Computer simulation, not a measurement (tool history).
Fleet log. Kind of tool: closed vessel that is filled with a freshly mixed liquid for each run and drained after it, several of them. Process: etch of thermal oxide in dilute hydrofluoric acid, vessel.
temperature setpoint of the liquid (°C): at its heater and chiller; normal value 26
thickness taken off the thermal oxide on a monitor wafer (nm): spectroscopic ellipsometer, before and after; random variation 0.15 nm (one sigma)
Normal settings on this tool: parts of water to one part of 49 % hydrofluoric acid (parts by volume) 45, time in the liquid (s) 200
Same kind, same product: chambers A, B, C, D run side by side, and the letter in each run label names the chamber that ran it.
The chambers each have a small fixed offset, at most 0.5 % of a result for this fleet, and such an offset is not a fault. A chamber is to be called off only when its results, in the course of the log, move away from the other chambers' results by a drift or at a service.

run,day,temperature setpoint of the liquid (°C),parts of water to one part of 49 % hydrofluoric acid (parts by volume),time in the liquid (s),hours since the thermometer was replaced,hours since the hydrofluoric acid flow meter was replaced,"read-back film thickness of the thermal oxide reference wafer, read on the same gauge (nm)",thickness taken off the thermal oxide on a monitor wafer (nm)
1D,0.312,26,45,200,249.7,99.9,99.985,23.983
2C,0.667,26,45,200,1369.3,1274.8,99.956,23.964
# day 0.858: chamber A: hydrofluoric acid flow meter replaced
3A,1.312,26,45,200,1201.2,10.9,100.010,24.143
4B,1.650,26,45,200,1980.9,1552.0,100.050,23.873
5D,2.275,22,45,135,296.8,147.0,99.971,13.722
6C,2.800,22,45,135,1420.5,1326.0,100.010,13.837
7B,3.267,22,45,135,2019.7,1590.8,100.010,13.768
8A,3.746,22,45,135,1259.6,69.3,100.020,13.673
9A,4.162,26,45,200,1269.6,79.3,99.991,23.910
10B,4.517,26,45,200,2049.7,1620.8,100.030,23.921
11D,5.108,26,45,200,364.8,215.0,99.995,23.873
12C,5.771,26,45,200,1491.8,1397.3,99.984,24.491
13D,6.304,26,45,200,393.5,243.7,100.000,23.852
14B,6.721,26,45,200,2102.6,1673.7,100.010,24.108
15C,7.296,26,45,200,1528.4,1433.9,100.060,24.644
16A,7.675,26,45,200,1353.9,163.6,99.968,23.846
17C,7.992,26,45,200,1545.1,1450.6,99.994,24.451
18D,8.592,26,45,200,448.4,298.6,99.962,23.864
19A,9.129,26,45,200,1388.8,198.5,100.030,24.083
20B,9.450,26,45,200,2168.1,1739.2,99.956,23.779
21C,9.929,26,45,200,1591.6,1497.1,100.010,24.973
# day 10.096: chamber C: hydrofluoric acid flow meter replaced
22A,10.467,26,45,200,1420.9,230.6,99.997,23.715
23D,10.908,26,45,200,504.0,354.2,100.010,24.047
24B,11.221,26,45,200,2210.6,1781.7,99.992,23.961
25C,11.733,26,45,200,1634.9,39.3,100.020,25.436
26B,12.067,26,45,85,2230.9,1802.0,100.030,10.260
27A,12.646,26,45,85,1473.2,282.9,99.981,10.164
28D,13.271,26,45,85,560.7,410.9,100.000,10.233
29A,13.725,26,45,85,1499.1,308.8,99.996,10.121
30C,14.125,26,45,200,1692.3,96.7,99.946,25.571
31B,14.504,26,30,305,2289.4,1860.5,99.986,55.523
32D,15.125,26,30,305,605.2,455.4,99.975,55.374
33D,15.779,26,30,305,620.9,471.1,100.020,55.857
34A,16.396,26,30,305,1563.2,372.9,99.957,56.203

For the next run the whole fleet of 4 chambers uses the same settings. Give each chamber's results:
35A,16.892,26,45,200,,,,?
35B,16.892,26,45,200,,,,?
35C,16.892,26,45,200,,,,?
35D,16.892,26,45,200,,,,?

run,thickness taken off the thermal oxide on a monitor wafer (nm)
35A,23.826
35B,24.027
35C,26.138
35D,23.967
